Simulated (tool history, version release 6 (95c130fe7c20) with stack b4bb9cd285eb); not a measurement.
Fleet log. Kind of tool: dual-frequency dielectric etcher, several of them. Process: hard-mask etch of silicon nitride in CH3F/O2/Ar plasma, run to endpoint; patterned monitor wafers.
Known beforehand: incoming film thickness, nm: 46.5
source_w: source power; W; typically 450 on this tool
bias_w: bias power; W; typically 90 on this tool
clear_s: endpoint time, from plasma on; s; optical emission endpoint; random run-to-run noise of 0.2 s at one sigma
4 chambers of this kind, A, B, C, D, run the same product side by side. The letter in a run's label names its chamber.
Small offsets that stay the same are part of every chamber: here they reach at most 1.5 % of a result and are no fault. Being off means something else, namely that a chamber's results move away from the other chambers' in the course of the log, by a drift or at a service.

run	hour	source_w	bias_w	hours since the last wet clean	hours since the last source power generator calibration	hours since the last bias power generator calibration	clear_s
1A	2.8	450	90	301.9	2242.1	2660.1	60.046
2D	5.6	450	90	344.3	814.1	1816.1	59.796
# hour 9.1: chamber A: bias power generator calibrated
3C	9.9	450	90	333.3	2589.6	1761.2	59.960
4B	13.6	450	90	27.9	1444.1	2506.5	58.827
5D	18.4	450	90	357.1	826.9	1828.9	59.246
6C	22.2	450	90	345.6	2601.9	1773.5	59.740
7A	28.5	450	90	327.6	2267.8	19.5	60.108
8B	34.4	450	90	48.7	1464.9	2527.3	58.952
9B	39.1	450	90	53.4	1469.6	2532.0	58.832
10A	42.4	450	90	341.5	2281.7	33.4	60.312
11D	48.0	450	90	386.7	856.5	1858.5	59.278
12C	54.2	450	90	377.6	2633.9	1805.5	59.590
13A	60.6	450	90	359.7	2299.9	51.6	60.595
14D	66.7	450	90	405.4	875.2	1877.2	59.384
15B	72.0	450	90	86.3	1502.5	2564.9	59.045
16C	75.3	450	102	398.7	2655.0	1826.6	57.440
17A	80.6	450	102	379.7	2319.9	71.6	57.708
18B	83.6	450	102	97.9	1514.1	2576.5	56.031
19C	87.7	450	102	411.1	2667.4	1839.0	57.320
20D	90.9	450	90	429.6	899.4	1901.4	59.501
21B	94.8	450	90	109.1	1525.3	2587.7	59.152
22C	99.6	510	71	423.0	2679.3	1850.9	61.645
# hour 101.1: chamber C: wet clean of the chamber
23D	103.7	510	71	442.4	912.2	1914.2	61.572
24A	109.6	510	71	408.7	2348.9	100.6	62.731
25B	113.5	510	71	127.8	1544.0	2606.4	61.244
26D	118.7	450	90	457.4	927.2	1929.2	59.377
27C	121.7	450	90	20.6	2701.4	1873.0	59.498
28A	125.3	450	90	424.4	2364.6	116.3	60.907
29B	129.6	370	74	143.9	1560.1	2622.5	67.228
30A	133.1	370	74	432.2	2372.4	124.1	70.401
31C	137.4	370	74	36.3	2717.1	1888.7	69.001
32D	143.0	370	74	481.7	951.5	1953.5	68.679
33B	146.7	450	90	161.0	1577.2	2639.6	58.966
34A	150.2	450	90	449.3	2389.5	141.2	61.355
35C	155.8	450	90	54.7	2735.5	1907.1	59.352

Decide between three cases: one chamber stands off from its peers, the gauge reading all wafers drifts, or nothing is wrong past each chamber's small offset. Where a chamber is off, say which and what most likely put it there.

It is chamber A that slowly wanders off from its peers.
Likeliest cause: etch rate under this chamber's usual, % = 2.31.
Not necessarily distinguishable in this log from: source power that arrives under what is set, %.

Here are 4 candidates for chamber A's next run, each the usual settings with a change, their results left as question marks. Which one brings its results back in line with what the others give on the usual settings?
Allowed miss from the other chambers' usual-settings mean, per result, to count as in line: clear_s 0.690 s
36A-1	160.4	410	90				?
36A-2	160.4	410	82				?
36A-3	160.4	450	99				?
36A-4	160.4	450	109				?

Mean of the other chambers on the usual settings: clear_s 59.319 s
run	clear_s
36A-1	63.749
36A-2	65.886
36A-3	59.467
36A-4	57.414
It is 36A-3 that realigns the chamber with its peers.
